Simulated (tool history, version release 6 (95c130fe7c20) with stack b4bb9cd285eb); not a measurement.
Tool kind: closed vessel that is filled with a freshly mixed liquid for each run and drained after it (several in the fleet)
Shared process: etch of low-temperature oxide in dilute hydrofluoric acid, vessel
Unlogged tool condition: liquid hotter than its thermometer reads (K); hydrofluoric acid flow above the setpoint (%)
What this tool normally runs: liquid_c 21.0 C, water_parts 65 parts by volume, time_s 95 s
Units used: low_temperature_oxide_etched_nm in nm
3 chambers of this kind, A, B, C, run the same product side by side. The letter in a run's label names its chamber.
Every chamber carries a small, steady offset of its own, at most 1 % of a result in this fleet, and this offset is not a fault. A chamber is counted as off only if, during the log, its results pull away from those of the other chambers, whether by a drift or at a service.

run	hour	liquid_c	water_parts	time_s	hours since the thermometer was replaced	hours since the hydrofluoric acid flow meter was replaced	read-back film thickness of the low-temperature oxide reference wafer, read on the same gauge (nm)	low_temperature_oxide_etched_nm
1C	5.6	21.0	65	95	1692.9	121.5	130.00	14.4900
2A	11.0	21.0	65	95	217.8	774.7	130.00	14.4890
3B	19.3	21.0	65	95	254.1	275.0	130.04	14.2330
4B	27.6	21.0	65	95	262.4	283.3	130.02	14.2710
5A	34.6	21.0	80	95	241.4	798.3	130.00	11.6270
6C	44.3	21.0	80	95	1731.6	160.2	129.93	11.6290
7B	54.4	21.0	80	95	289.2	310.1	130.00	11.4430
8A	60.0	22.5	85	95	266.8	823.7	130.00	11.6050
# hour 65.6: chamber A: hydrofluoric acid flow meter replaced
9C	69.4	22.5	85	95	1756.7	185.3	129.98	11.4610
10C	79.8	22.5	85	95	1767.1	195.7	130.01	11.5310
11B	87.4	21.0	65	95	322.2	343.1	129.99	14.3580
12A	94.7	21.0	65	95	301.5	29.2	130.00	14.4460
13A	99.7	21.0	80	65	306.5	34.2	129.99	7.8491
14B	108.0	21.0	80	65	342.8	363.7	129.99	7.9969
15C	117.6	21.0	80	65	1804.9	233.5	129.99	7.8740
16A	123.0	21.0	65	95	329.8	57.5	130.02	14.6080
17C	132.1	21.0	65	95	1819.4	248.0	129.98	14.4380
18B	139.8	21.0	85	95	374.6	395.5	130.01	11.2530
19C	147.1	21.0	85	95	1834.4	263.0	130.00	10.8570
20A	153.6	21.0	85	95	360.4	88.1	129.97	10.8050
21B	159.1	21.0	65	95	393.9	414.8	130.00	15.2010
22B	168.9	21.0	65	95	403.7	424.6	130.00	15.3010
23C	175.8	21.0	65	95	1863.1	291.7	130.01	14.3300
24A	183.7	21.0	65	95	390.5	118.2	130.05	14.3440
25B	192.8	21.0	65	95	427.6	448.5	129.97	15.4380
26A	200.2	21.0	65	95	407.0	134.7	129.95	14.5290
27C	205.3	21.0	65	95	1892.6	321.2	129.97	14.6770

Next, all 3 chambers run the settings below, one line each with question marks for the results. What does each chamber give?
28A	212.8	21.0	65	95				?
28B	212.8	21.0	65	95				?
28C	212.8	21.0	65	95				?

run	low_temperature_oxide_etched_nm
28A	14.3830
28B	15.7130
28C	14.3670
